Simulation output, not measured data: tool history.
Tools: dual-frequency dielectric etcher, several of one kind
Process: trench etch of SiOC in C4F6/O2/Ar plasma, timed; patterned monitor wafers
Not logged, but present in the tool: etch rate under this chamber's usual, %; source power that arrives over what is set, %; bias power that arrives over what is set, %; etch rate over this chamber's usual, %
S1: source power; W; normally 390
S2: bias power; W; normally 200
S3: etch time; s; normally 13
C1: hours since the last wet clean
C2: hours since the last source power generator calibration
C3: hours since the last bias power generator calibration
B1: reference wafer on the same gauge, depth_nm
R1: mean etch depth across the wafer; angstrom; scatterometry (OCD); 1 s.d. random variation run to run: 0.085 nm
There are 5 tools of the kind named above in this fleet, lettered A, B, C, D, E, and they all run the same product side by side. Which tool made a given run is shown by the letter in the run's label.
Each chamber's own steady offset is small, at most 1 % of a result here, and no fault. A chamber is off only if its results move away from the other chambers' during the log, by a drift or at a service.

run,hour,S1,S2,S3,C1,C2,C3,B1,R1
1B,7.8,390,200,13,399.7,369.1,403.3,31.892,277.45
2D,23.1,390,200,13,269,2206.6,1832.8,31.893,278.6
3E,33,390,200,13,328.2,3838.2,92.5,31.909,277.14
4A,42.9,390,200,13,388.7,835,1719.4,31.888,276.09
5C,50.1,390,200,13,542.4,1122.7,1509.7,31.908,275.15
6D,65.3,390,200,13,311.2,2248.8,1875,31.9,278.68
7A,75.3,390,243,15,421.1,867.4,1751.8,31.917,341.54
# hour 76.9: chamber C: wet clean of the chamber
8C,85,390,243,15,8.2,1157.6,1544.6,31.894,339.15
# hour 85.7: chamber B: wet clean of the chamber
9B,99.9,390,243,15,14.3,461.2,495.4,31.9,341.75
10E,110.2,390,243,15,405.4,3915.4,169.7,31.922,337.11
11D,124.6,390,243,15,370.5,2308.1,1934.3,31.902,343.91
12E,137.5,390,200,13,432.7,3942.7,197,31.902,276.11
13A,145.2,390,200,13,491,937.3,1821.7,31.88,277.41
# hour 150.5: chamber A: wet clean of the chamber
14B,155.1,390,200,11.5,69.5,516.4,550.6,31.921,244.96
15C,165,390,200,11.5,88.2,1237.6,1624.6,31.875,243.12
16D,178.9,390,200,11.5,424.8,2362.4,1988.6,31.899,245.59
17C,193.7,390,200,11.5,116.9,1266.3,1653.3,31.897,242.28
18E,202.9,390,200,11.5,498.1,4008.1,262.4,31.882,241.29
19B,217.2,390,200,13,131.6,578.5,612.7,31.893,277.45
20A,230.3,390,200,13,79.8,1022.4,1906.8,31.903,276.72
21D,237.7,390,200,13,483.6,2421.2,2047.4,31.886,278.98
22A,245,390,200,13,94.5,1037.1,1921.5,31.913,276.71
23E,255.3,390,200,13,550.5,4060.5,314.8,31.913,271.96
24C,270.8,390,200,13,194,1343.4,1730.4,31.899,274.06
25B,282.3,390,200,13,196.7,643.6,677.8,31.899,278.38
# hour 290.2: chamber A: bias power generator calibrated
26D,291.7,390,200,13,537.6,2475.2,2101.4,31.893,278.2
27B,303.1,390,200,13,217.5,664.4,698.6,31.859,275.93
28A,316.2,390,200,13,165.7,1108.3,26.1,31.897,276.96
29C,331.5,390,200,13,254.7,1404.1,1791.1,31.899,275.03
30E,340.1,390,200,13,635.3,4145.3,399.6,31.897,268.05
31A,349.6,390,200,13,199.1,1141.7,59.5,31.9,276.24
32E,363.3,390,200,13,658.5,4168.5,422.8,31.898,266.11
33B,373.6,390,200,13,288,734.9,769.1,31.909,278.09
34C,385.4,390,200,13,308.6,1458,1845,31.916,275.94
35D,395.6,390,200,13,641.5,2579.1,2205.3,31.908,276.98

Which is it: a chamber that has drifted or been left off by a service, a gauge drift common to all chambers, or only each chamber's usual small offset? If a chamber is off, name it and its likeliest cause.

Little by little, chamber E moves away from the other chambers.
Likeliest cause: etch rate under this chamber's usual, % = 4.22.

Which of the 4 candidates below, each the usual settings with something changed and its results left as question marks, puts chamber E back in line with what the other chambers give on the usual settings?
In line here means within this much of the mean the other chambers give on the usual settings: R1 3 angstrom
36E-1,407.1,360,190,13,,,,,?
36E-2,407.1,320,200,13,,,,,?
36E-3,407.1,420,211,13,,,,,?
36E-4,407.1,440,218,13,,,,,?

The mean the other chambers reach with the usual settings: R1 276.97 angstrom
run,R1
36E-1,252.85
36E-2,245.53
36E-3,277.63
36E-4,285.67
The right change is 36E-3: it brings the chamber back within the allowed miss of the others.

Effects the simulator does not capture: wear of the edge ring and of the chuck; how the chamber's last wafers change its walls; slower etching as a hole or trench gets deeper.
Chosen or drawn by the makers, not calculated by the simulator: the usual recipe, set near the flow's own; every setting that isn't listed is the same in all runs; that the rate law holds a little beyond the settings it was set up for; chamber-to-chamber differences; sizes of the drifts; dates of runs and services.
